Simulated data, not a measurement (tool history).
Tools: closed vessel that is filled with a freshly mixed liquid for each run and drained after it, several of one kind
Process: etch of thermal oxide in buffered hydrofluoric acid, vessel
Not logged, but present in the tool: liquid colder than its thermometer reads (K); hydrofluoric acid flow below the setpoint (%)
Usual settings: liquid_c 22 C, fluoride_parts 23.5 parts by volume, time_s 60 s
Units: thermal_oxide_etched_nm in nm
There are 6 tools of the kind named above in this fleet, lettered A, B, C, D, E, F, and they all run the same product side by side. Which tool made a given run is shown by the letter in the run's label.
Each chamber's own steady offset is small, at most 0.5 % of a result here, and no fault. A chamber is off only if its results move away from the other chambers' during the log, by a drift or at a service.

run     day  liquid_c  fluoride_parts  time_s  hours since the thermometer was replaced  hours since the hydrofluoric acid flow meter was replaced  read-back film thickness of the thermal oxide reference wafer, read on the same gauge (nm)  thermal_oxide_etched_nm
 1C   0.275        22            23.5      60                                     737.2                                                         12                                                                                      50.022                   27.634
 2D   0.467        22            23.5      60                                    1604.4                                                     1144.3                                                                                      49.915                   28.165
 3F   0.783        22            23.5      60                                    1363.2                                                      520.4                                                                                      49.983                   28.101
 4A   0.958        22            23.5      60                                    1115.2                                                       1553                                                                                      50.079                   28.045
 5B   1.233        22            23.5      60                                     298.2                                                      931.1                                                                                      49.995                   28.156
 6E   1.525        22              30      60                                     936.9                                                      297.8                                                                                      49.974                   23.832
 7F   1.788        22              30      60                                    1387.3                                                      544.5                                                                                      50.047                   23.387
        1.9  -- chamber D: hydrofluoric acid flow meter replaced
 8E   2.008        22              30      60                                     948.5                                                      309.4                                                                                       50.02                   23.548
 9A   2.162        22              30      60                                    1144.1                                                     1581.9                                                                                      50.019                   23.752
10D   2.446        22              30      60                                    1651.9                                                       13.2                                                                                      49.983                   23.669
11B   2.683        22              30      60                                       333                                                      965.9                                                                                       50.03                   23.886
12C   3.008        22            23.5      60                                     802.8                                                       77.6                                                                                      49.986                   28.288
13E   3.333        22            23.5      60                                     980.3                                                      341.2                                                                                       50.03                   27.741
14A   3.479        22            23.5      60                                    1175.7                                                     1613.5                                                                                      50.032                   27.629
15C   3.729        22            23.5      60                                     820.1                                                       94.9                                                                                      50.005                   27.649
16F   3.917        22            23.5      60                                    1438.4                                                      595.6                                                                                      50.043                   27.685
17B   4.133        20            23.5      60                                     367.8                                                     1000.7                                                                                      49.986                    25.17
18D   4.446        20            23.5      60                                    1699.9                                                       61.2                                                                                      50.022                   24.948
19F   4.767        20            23.5      60                                    1458.8                                                        616                                                                                       50.01                   24.828
20D   4.925        20            23.5      60                                    1711.4                                                       72.7                                                                                      50.001                   25.455
21B   5.221        20            23.5      60                                     393.9                                                     1026.8                                                                                      49.942                   25.255
22E   5.529        20            23.5      60                                      1033                                                      393.9                                                                                       50.01                   24.962
23C    5.75        22            15.5      30                                     868.6                                                      143.4                                                                                      50.029                   20.094
      6.071  -- chamber A: hydrofluoric acid flow meter replaced
24A   6.071        22            15.5      30                                    1237.9                                                        0.1                                                                                      49.968                   20.173
25B   6.333        22            15.5      30                                     420.6                                                     1053.5                                                                                          50                   20.172
26C   6.504        22            15.5      30                                     886.7                                                      161.5                                                                                      50.003                   20.053
27F    6.65        22            15.5      30                                      1504                                                      661.2                                                                                      49.982                   20.116
28A   6.838        22            15.5      30                                    1256.3                                                       18.5                                                                                      49.962                    20.06
29D   7.012        22            23.5      60                                    1761.5                                                      122.8                                                                                      49.989                   27.641
30E   7.321        22            23.5      60                                      1076                                                      436.9                                                                                       49.95                   27.847
31E   7.521        22            23.5      60                                    1080.8                                                      441.7                                                                                      49.994                   27.897
32D   7.767        22            23.5      60                                    1779.6                                                      140.9                                                                                      49.989                   28.061
33B   7.979        22            23.5      60                                     460.1                                                       1093                                                                                      49.969                   27.618
34C   8.296        25            19.5      60                                     929.7                                                      204.5                                                                                      49.977                   38.215
35F   8.546        25            19.5      60                                    1549.5                                                      706.7                                                                                      50.007                   37.622
36A   8.733        25            19.5      60                                    1301.8                                                         64                                                                                      50.033                   37.575
      8.975  -- chamber A: thermometer replaced
37C   9.025        25            19.5      60                                     947.2                                                        222                                                                                      49.969                   37.665
38A   9.229        25            19.5      60                                       6.2                                                       75.9                                                                                          50                   37.308
39F   9.462        25            19.5      60                                    1571.5                                                      728.7                                                                                      50.027                   37.402
40B   9.654      18.5              15      60                                     500.3                                                     1133.2                                                                                      50.006                   33.867
41D   9.942      18.5              15      60                                    1831.8                                                      193.1                                                                                      49.991                   34.261
42E  10.104      18.5              15      60                                    1142.8                                                      503.7                                                                                      50.031                   34.313
43E  10.317      18.5              15      60                                    1147.9                                                      508.8                                                                                      50.016                   34.109

All 6 chambers run these settings next. Forecast each chamber's results:
44A  10.55        22            23.5      60                                                                                                                                                                                                                         ?
44B  10.55        22            23.5      60                                                                                                                                                                                                                         ?
44C  10.55        22            23.5      60                                                                                                                                                                                                                         ?
44D  10.55        22            23.5      60                                                                                                                                                                                                                         ?
44E  10.55        22            23.5      60                                                                                                                                                                                                                         ?
44F  10.55        22            23.5      60                                                                                                                                                                                                                         ?

run  thermal_oxide_etched_nm
44A                   28.165
44B                   27.751
44C                   28.016
44D                   27.893
44E                   27.767
44F                   27.943
